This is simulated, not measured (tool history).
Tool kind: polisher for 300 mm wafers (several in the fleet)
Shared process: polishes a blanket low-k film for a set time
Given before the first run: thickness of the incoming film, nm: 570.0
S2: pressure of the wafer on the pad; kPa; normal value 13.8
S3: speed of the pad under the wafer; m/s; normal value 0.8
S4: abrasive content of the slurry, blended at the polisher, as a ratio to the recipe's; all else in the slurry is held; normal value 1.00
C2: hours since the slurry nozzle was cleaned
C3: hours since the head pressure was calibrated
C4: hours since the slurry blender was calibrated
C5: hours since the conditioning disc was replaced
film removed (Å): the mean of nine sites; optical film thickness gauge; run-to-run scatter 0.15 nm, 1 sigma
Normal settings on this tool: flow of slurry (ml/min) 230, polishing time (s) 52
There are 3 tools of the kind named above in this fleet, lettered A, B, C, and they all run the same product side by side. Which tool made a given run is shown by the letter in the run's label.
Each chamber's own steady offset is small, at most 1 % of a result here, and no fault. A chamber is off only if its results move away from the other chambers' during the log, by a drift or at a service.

Run 1B, hour 6.2: usual settings; wafers polished on this pad 349; C2 334.5; C3 85.2; C4 52.1; C5 63.8. Result: film removed (Å) 207.75.
At hour 8.5: chamber C: worn pad replaced by a new one.
Run 2A, hour 10.9: usual settings; wafers polished on this pad 315; C2 67.4; C3 1029.6; C4 130.9; C5 25.5. Result: film removed (Å) 210.26.
Run 3C, hour 16.3: usual settings; wafers polished on this pad 91; C2 366.2; C3 173.5; C4 416.5; C5 166.5. Result: film removed (Å) 212.44.
Run 4B, hour 23.3: usual settings; wafers polished on this pad 549; C2 351.6; C3 102.3; C4 69.2; C5 80.9. Result: film removed (Å) 210.80.
Run 5A, hour 28.7: usual settings; wafers polished on this pad 524; C2 85.2; C3 1047.4; C4 148.7; C5 43.3. Result: film removed (Å) 209.72.
Run 6C, hour 32.0: usual settings; wafers polished on this pad 275; C2 381.9; C3 189.2; C4 432.2; C5 182.2. Result: film removed (Å) 208.87.
Run 7A, hour 38.4: usual settings; wafers polished on this pad 637; C2 94.9; C3 1057.1; C4 158.4; C5 53.0. Result: film removed (Å) 209.30.
Run 8C, hour 44.4: usual settings; wafers polished on this pad 420; C2 394.3; C3 201.6; C4 444.6; C5 194.6. Result: film removed (Å) 212.05.
At hour 50.9: chamber C: slurry blender recalibrated.
Run 9B, hour 51.0: usual settings; wafers polished on this pad 873; C2 379.3; C3 130.0; C4 96.9; C5 108.6. Result: film removed (Å) 209.13.
Run 10B, hour 57.0: usual settings; wafers polished on this pad 943; C2 385.3; C3 136.0; C4 102.9; C5 114.6. Result: film removed (Å) 207.99.
Run 11C, hour 62.2: usual settings; wafers polished on this pad 628; C2 412.1; C3 219.4; C4 11.4; C5 212.4. Result: film removed (Å) 209.14.
Run 12A, hour 66.5: usual settings; wafers polished on this pad 966; C2 123.0; C3 1085.2; C4 186.5; C5 81.1. Result: film removed (Å) 211.98.
At hour 66.8: chamber B: worn pad replaced by a new one.
Run 13C, hour 70.4: usual settings; wafers polished on this pad 724; C2 420.3; C3 227.6; C4 19.6; C5 220.6. Result: film removed (Å) 209.32.
Run 14A, hour 75.1: usual settings; wafers polished on this pad 1066; C2 131.6; C3 1093.8; C4 195.1; C5 89.7. Result: film removed (Å) 209.28.
Run 15B, hour 79.4: usual settings; wafers polished on this pad 147; C2 407.7; C3 158.4; C4 125.3; C5 137.0. Result: film removed (Å) 208.61.
At hour 81.0: chamber C: worn pad replaced by a new one.
Run 16C, hour 86.6: usual settings; wafers polished on this pad 66; C2 436.5; C3 243.8; C4 35.8; C5 236.8. Result: film removed (Å) 207.58.
Run 17A, hour 92.9: usual settings; wafers polished on this pad 1275; C2 149.4; C3 1111.6; C4 212.9; C5 107.5. Result: film removed (Å) 209.86.
Run 18B, hour 98.3: usual settings; wafers polished on this pad 368; C2 426.6; C3 177.3; C4 144.2; C5 155.9. Result: film removed (Å) 209.12.
Run 19C, hour 105.7: usual settings; wafers polished on this pad 289; C2 455.6; C3 262.9; C4 54.9; C5 255.9. Result: film removed (Å) 208.78.
At hour 106.3: chamber A: conditioning disc replaced and pad reconditioned.
Run 20B, hour 111.7: usual settings; wafers polished on this pad 525; C2 440.0; C3 190.7; C4 157.6; C5 169.3. Result: film removed (Å) 211.59.
Run 21A, hour 118.4: usual settings but S2 10.3 kPa, S4 1.15; wafers polished on this pad 1573; C2 174.9; C3 1137.1; C4 238.4; C5 12.2. Result: film removed (Å) 165.71.
Run 22C, hour 125.1: usual settings but S2 10.3 kPa, S4 1.15; wafers polished on this pad 516; C2 475.0; C3 282.3; C4 74.3; C5 275.3. Result: film removed (Å) 165.79.
Run 23A, hour 129.5: usual settings but S2 10.3 kPa, S4 1.15; wafers polished on this pad 1703; C2 186.0; C3 1148.2; C4 249.5; C5 23.3. Result: film removed (Å) 164.62.
At hour 132.9: chamber C: conditioning disc replaced and pad reconditioned.
Run 24B, hour 136.6: usual settings; wafers polished on this pad 816; C2 464.9; C3 215.6; C4 182.5; C5 194.2. Result: film removed (Å) 210.32.
Run 25C, hour 140.9: usual settings; wafers polished on this pad 701; C2 490.8; C3 298.1; C4 90.1; C5 8.0. Result: film removed (Å) 207.41.
Run 26B, hour 145.3: usual settings; wafers polished on this pad 918; C2 473.6; C3 224.3; C4 191.2; C5 202.9. Result: film removed (Å) 211.89.
Run 27A, hour 152.1: usual settings; wafers polished on this pad 1967; C2 208.6; C3 1170.8; C4 272.1; C5 45.9. Result: film removed (Å) 204.22.
Run 28C, hour 157.2: usual settings; wafers polished on this pad 892; C2 507.1; C3 314.4; C4 106.4; C5 24.3. Result: film removed (Å) 209.58.
At hour 157.7: chamber C: worn pad replaced by a new one.
At hour 162.0: chamber B: worn pad replaced by a new one.
Run 29B, hour 164.0: usual settings; wafers polished on this pad 23; C2 492.3; C3 243.0; C4 209.9; C5 221.6. Result: film removed (Å) 210.13.
At hour 168.9: chamber B: slurry nozzle cleaned.
Run 30A, hour 169.3: usual settings; wafers polished on this pad 2169; C2 225.8; C3 1188.0; C4 289.3; C5 63.1. Result: film removed (Å) 204.61.
Run 31B, hour 174.8: usual settings; wafers polished on this pad 149; C2 6.0; C3 253.8; C4 220.7; C5 232.4. Result: film removed (Å) 207.54.
Run 32C, hour 181.6: usual settings but S4 1.20; wafers polished on this pad 280; C2 531.5; C3 338.8; C4 130.8; C5 48.7. Result: film removed (Å) 228.33.
Run 33A, hour 186.2: usual settings but S4 1.20; wafers polished on this pad 2366; C2 242.7; C3 1204.9; C4 306.2; C5 80.0. Result: film removed (Å) 222.70.
Run 34C, hour 191.7: usual settings but S4 1.20; wafers polished on this pad 398; C2 541.6; C3 348.9; C4 140.9; C5 58.8. Result: film removed (Å) 225.62.
At hour 196.8: chamber A: slurry nozzle cleaned.
Run 35B, hour 196.9: usual settings but S2 10.3 kPa, S4 0.90; wafers polished on this pad 408; C2 28.1; C3 275.9; C4 242.8; C5 254.5. Result: film removed (Å) 151.44.
At hour 198.5: chamber B: slurry blender recalibrated.
Run 36A, hour 201.4: usual settings but S2 10.3 kPa, S4 0.90; wafers polished on this pad 2544; C2 4.6; C3 1220.1; C4 321.4; C5 95.2. Result: film removed (Å) 144.20.
Run 37A, hour 207.0: usual settings but S2 10.3 kPa, S4 0.90; wafers polished on this pad 2610; C2 10.2; C3 1225.7; C4 327.0; C5 100.8. Result: film removed (Å) 144.44.
Run 38C, hour 213.2: usual settings; wafers polished on this pad 650; C2 563.1; C3 370.4; C4 162.4; C5 80.3. Result: film removed (Å) 211.40.
Run 39B, hour 218.5: usual settings; wafers polished on this pad 661; C2 49.7; C3 297.5; C4 20.0; C5 276.1. Result: film removed (Å) 209.91.
Run 40C, hour 225.9: usual settings; wafers polished on this pad 798; C2 575.8; C3 383.1; C4 175.1; C5 93.0. Result: film removed (Å) 208.71.
Run 41B, hour 231.7: usual settings; wafers polished on this pad 815; C2 62.9; C3 310.7; C4 33.2; C5 289.3. Result: film removed (Å) 210.18.
Run 42A, hour 239.0: usual settings; wafers polished on this pad 2984; C2 42.2; C3 1257.7; C4 359.0; C5 132.8. Result: film removed (Å) 199.83.

Decide between three cases: one chamber stands off from its peers, the gauge reading all wafers drifts, or nothing is wrong past each chamber's small offset. Where a chamber is off, say which and what most likely put it there.

One chamber, A, drifts off from the rest bit by bit.
Likeliest cause: removal rate lost through wear of the pad, % = 5.19.
With only this log, it may be confused with: head's pressure below its setpoint, %; abrasive missing from the slurry, %.

Here are 4 candidates for chamber A's next run, each the usual settings with a change, their results left as question marks. Which one brings its results back in line with what the others give on the usual settings?
In line means no further than this from the other chambers' mean on the usual settings: film removed (Å) 5.30
Run 43A-1, hour 244.4: usual settings but S3 0.78 m/s, polishing time (s) 51. Result: film removed (Å) ?.
Run 43A-2, hour 244.4: usual settings but flow of slurry (ml/min) 225, S3 0.72 m/s. Result: film removed (Å) ?.
Run 43A-3, hour 244.4: usual settings but S3 0.82 m/s, polishing time (s) 53. Result: film removed (Å) ?.
Run 43A-4, hour 244.4: usual settings but S4 1.05, polishing time (s) 56. Result: film removed (Å) ?.

The mean the other chambers reach with the usual settings: film removed (Å) 209.62
  run  film removed (Å)
43A-1            191.57
43A-2            182.67
43A-3            207.26
43A-4            219.37
43A-3 is the one that brings the chamber's results back in line with the other chambers.

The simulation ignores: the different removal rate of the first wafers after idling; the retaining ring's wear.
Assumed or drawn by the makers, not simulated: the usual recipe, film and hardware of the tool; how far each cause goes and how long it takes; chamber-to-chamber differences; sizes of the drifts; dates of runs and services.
